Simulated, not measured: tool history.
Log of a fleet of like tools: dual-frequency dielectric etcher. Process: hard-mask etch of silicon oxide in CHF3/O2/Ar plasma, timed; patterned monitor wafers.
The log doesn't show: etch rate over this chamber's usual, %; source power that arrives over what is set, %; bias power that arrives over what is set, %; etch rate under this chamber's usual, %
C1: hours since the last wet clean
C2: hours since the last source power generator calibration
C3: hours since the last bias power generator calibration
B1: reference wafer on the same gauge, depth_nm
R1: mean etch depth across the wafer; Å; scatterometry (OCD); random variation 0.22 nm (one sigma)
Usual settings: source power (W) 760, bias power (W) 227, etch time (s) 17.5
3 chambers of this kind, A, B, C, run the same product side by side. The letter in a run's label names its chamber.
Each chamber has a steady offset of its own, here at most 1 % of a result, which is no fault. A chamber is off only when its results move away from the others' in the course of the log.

run 1A hour=15.3 | source_power_(W)=760 bias_power_(W)=227 etch_time_(s)=17.5 | C1=278.2 C2=2202.4 C3=1999.9 | B1=37.517 | R1=412.38
run 2C hour=24.5 | source_power_(W)=760 bias_power_(W)=227 etch_time_(s)=17.5 | C1=246.7 C2=1408.8 C3=1418.8 | B1=37.477 | R1=402.99
run 3B hour=35.8 | source_power_(W)=760 bias_power_(W)=227 etch_time_(s)=17.5 | C1=304.3 C2=940.1 C3=720.5 | B1=37.512 | R1=407.55
run 4C hour=50.2 | source_power_(W)=760 bias_power_(W)=227 etch_time_(s)=17.5 | C1=272.4 C2=1434.5 C3=1444.5 | B1=37.515 | R1=402.06
run 5A hour=63.4 | source_power_(W)=760 bias_power_(W)=275 etch_time_(s)=20.0 | C1=326.3 C2=2250.5 C3=2048.0 | B1=37.547 | R1=504.72
run 6B hour=78.7 | source_power_(W)=760 bias_power_(W)=275 etch_time_(s)=20.0 | C1=347.2 C2=983.0 C3=763.4 | B1=37.487 | R1=493.12
run 7A hour=89.2 | source_power_(W)=760 bias_power_(W)=275 etch_time_(s)=20.0 | C1=352.1 C2=2276.3 C3=2073.8 | B1=37.515 | R1=500.89
run 8C hour=96.1 | source_power_(W)=670 bias_power_(W)=227 etch_time_(s)=14.5 | C1=318.3 C2=1480.4 C3=1490.4 | B1=37.521 | R1=319.53
run 9B hour=105.2 | source_power_(W)=670 bias_power_(W)=227 etch_time_(s)=14.5 | C1=373.7 C2=1009.5 C3=789.9 | B1=37.535 | R1=321.91
run 10A hour=115.8 | source_power_(W)=670 bias_power_(W)=227 etch_time_(s)=14.5 | C1=378.7 C2=2302.9 C3=2100.4 | B1=37.561 | R1=326.10
run 11B hour=123.9 | source_power_(W)=760 bias_power_(W)=227 etch_time_(s)=17.5 | C1=392.4 C2=1028.2 C3=808.6 | B1=37.468 | R1=408.50
run 12C hour=133.7 | source_power_(W)=760 bias_power_(W)=227 etch_time_(s)=17.5 | C1=355.9 C2=1518.0 C3=1528.0 | B1=37.511 | R1=408.56
run 13B hour=141.8 | source_power_(W)=760 bias_power_(W)=227 etch_time_(s)=17.5 | C1=410.3 C2=1046.1 C3=826.5 | B1=37.528 | R1=407.53
run 14C hour=151.2 | source_power_(W)=760 bias_power_(W)=227 etch_time_(s)=22.0 | C1=373.4 C2=1535.5 C3=1545.5 | B1=37.528 | R1=511.43
run 15A hour=164.7 | source_power_(W)=760 bias_power_(W)=227 etch_time_(s)=22.0 | C1=427.6 C2=2351.8 C3=2149.3 | B1=37.499 | R1=516.24
run 16C hour=178.2 | source_power_(W)=760 bias_power_(W)=227 etch_time_(s)=22.0 | C1=400.4 C2=1562.5 C3=1572.5 | B1=37.507 | R1=512.54
run 17A hour=192.9 | source_power_(W)=760 bias_power_(W)=227 etch_time_(s)=17.5 | C1=455.8 C2=2380.0 C3=2177.5 | B1=37.508 | R1=412.77
run 18B hour=202.2 | source_power_(W)=760 bias_power_(W)=272 etch_time_(s)=19.5 | C1=470.7 C2=1106.5 C3=886.9 | B1=37.500 | R1=481.81
run 19A hour=211.4 | source_power_(W)=760 bias_power_(W)=272 etch_time_(s)=19.5 | C1=474.3 C2=2398.5 C3=2196.0 | B1=37.423 | R1=490.18
run 20C hour=220.6 | source_power_(W)=760 bias_power_(W)=272 etch_time_(s)=19.5 | C1=442.8 C2=1604.9 C3=1614.9 | B1=37.494 | R1=481.83
run 21B hour=232.7 | source_power_(W)=760 bias_power_(W)=227 etch_time_(s)=17.5 | C1=501.2 C2=1137.0 C3=917.4 | B1=37.478 | R1=406.92
run 22C hour=243.7 | source_power_(W)=760 bias_power_(W)=227 etch_time_(s)=17.5 | C1=465.9 C2=1628.0 C3=1638.0 | B1=37.514 | R1=404.92
run 23B hour=258.0 | source_power_(W)=760 bias_power_(W)=227 etch_time_(s)=17.5 | C1=526.5 C2=1162.3 C3=942.7 | B1=37.467 | R1=407.87
-- hour=259.1 chamber B: wet clean of the chamber
run 24A hour=269.8 | source_power_(W)=760 bias_power_(W)=227 etch_time_(s)=17.5 | C1=532.7 C2=2456.9 C3=2254.4 | B1=37.503 | R1=414.47
run 25C hour=279.0 | source_power_(W)=760 bias_power_(W)=254 etch_time_(s)=17.5 | C1=501.2 C2=1663.3 C3=1673.3 | B1=37.458 | R1=423.79
run 26B hour=287.2 | source_power_(W)=760 bias_power_(W)=254 etch_time_(s)=17.5 | C1=28.2 C2=1191.5 C3=971.9 | B1=37.513 | R1=422.82
run 27A hour=298.4 | source_power_(W)=760 bias_power_(W)=254 etch_time_(s)=17.5 | C1=561.3 C2=2485.5 C3=2283.0 | B1=37.463 | R1=426.79
run 28B hour=306.5 | source_power_(W)=760 bias_power_(W)=227 etch_time_(s)=17.5 | C1=47.5 C2=1210.8 C3=991.2 | B1=37.479 | R1=407.37
run 29A hour=319.2 | source_power_(W)=760 bias_power_(W)=227 etch_time_(s)=17.5 | C1=582.1 C2=2506.3 C3=2303.8 | B1=37.481 | R1=413.66
run 30C hour=332.8 | source_power_(W)=760 bias_power_(W)=227 etch_time_(s)=17.5 | C1=555.0 C2=1717.1 C3=1727.1 | B1=37.466 | R1=399.47
-- hour=345.0 chamber A: wet clean of the chamber
run 31A hour=347.7 | source_power_(W)=760 bias_power_(W)=227 etch_time_(s)=17.5 | C1=2.8 C2=2534.8 C3=2332.3 | B1=37.513 | R1=409.83
run 32C hour=358.2 | source_power_(W)=760 bias_power_(W)=227 etch_time_(s)=17.5 | C1=580.4 C2=1742.5 C3=1752.5 | B1=37.500 | R1=399.29
run 33B hour=372.4 | source_power_(W)=760 bias_power_(W)=227 etch_time_(s)=17.5 | C1=113.4 C2=1276.7 C3=1057.1 | B1=37.507 | R1=408.51
run 34B hour=382.1 | source_power_(W)=760 bias_power_(W)=227 etch_time_(s)=17.5 | C1=123.1 C2=1286.4 C3=1066.8 | B1=37.480 | R1=407.33
run 35C hour=392.3 | source_power_(W)=760 bias_power_(W)=227 etch_time_(s)=17.5 | C1=614.5 C2=1776.6 C3=1786.6 | B1=37.482 | R1=400.27
run 36A hour=405.3 | source_power_(W)=760 bias_power_(W)=227 etch_time_(s)=17.5 | C1=60.4 C2=2592.4 C3=2389.9 | B1=37.560 | R1=411.95
run 37C hour=417.0 | source_power_(W)=760 bias_power_(W)=227 etch_time_(s)=17.5 | C1=639.2 C2=1801.3 C3=1811.3 | B1=37.446 | R1=394.80
run 38A hour=430.6 | source_power_(W)=760 bias_power_(W)=227 etch_time_(s)=17.5 | C1=85.7 C2=2617.7 C3=2415.2 | B1=37.537 | R1=410.65
run 39B hour=438.4 | source_power_(W)=760 bias_power_(W)=227 etch_time_(s)=17.5 | C1=179.4 C2=1342.7 C3=1123.1 | B1=37.471 | R1=403.29
run 40A hour=447.8 | source_power_(W)=760 bias_power_(W)=227 etch_time_(s)=17.5 | C1=102.9 C2=2634.9 C3=2432.4 | B1=37.491 | R1=413.50
run 41B hour=463.0 | source_power_(W)=760 bias_power_(W)=227 etch_time_(s)=17.5 | C1=204.0 C2=1367.3 C3=1147.7 | B1=37.493 | R1=408.67

Is one chamber off against the others, does the gauge drift, or is nothing wrong? If a chamber is off, say which, and what the likeliest cause is.

Chamber C drifts away from the others.
Cause: etch rate under this chamber's usual, % = 2.8.

Here are 4 candidates for chamber C's next run, each the usual settings with a change, their results left as question marks. Which one brings its results back in line with what the others give on the usual settings?
In line means no further than this from the other chambers' mean on the usual settings: R1 7.70 Å
run 42C-1 hour=473.9 | source_power_(W)=750 bias_power_(W)=227 etch_time_(s)=17.0 | R1=?
run 42C-2 hour=473.9 | source_power_(W)=770 bias_power_(W)=227 etch_time_(s)=18.0 | R1=?
run 42C-3 hour=473.9 | source_power_(W)=760 bias_power_(W)=180 etch_time_(s)=17.5 | R1=?
run 42C-4 hour=473.9 | source_power_(W)=760 bias_power_(W)=280 etch_time_(s)=17.5 | R1=?

The other chambers' mean on the usual settings: R1 409.79 Å
run=42C-1 R1=381.06
run=42C-2 R1=407.56
run=42C-3 R1=364.51
run=42C-4 R1=424.51
42C-2 brings the chamber back in line.
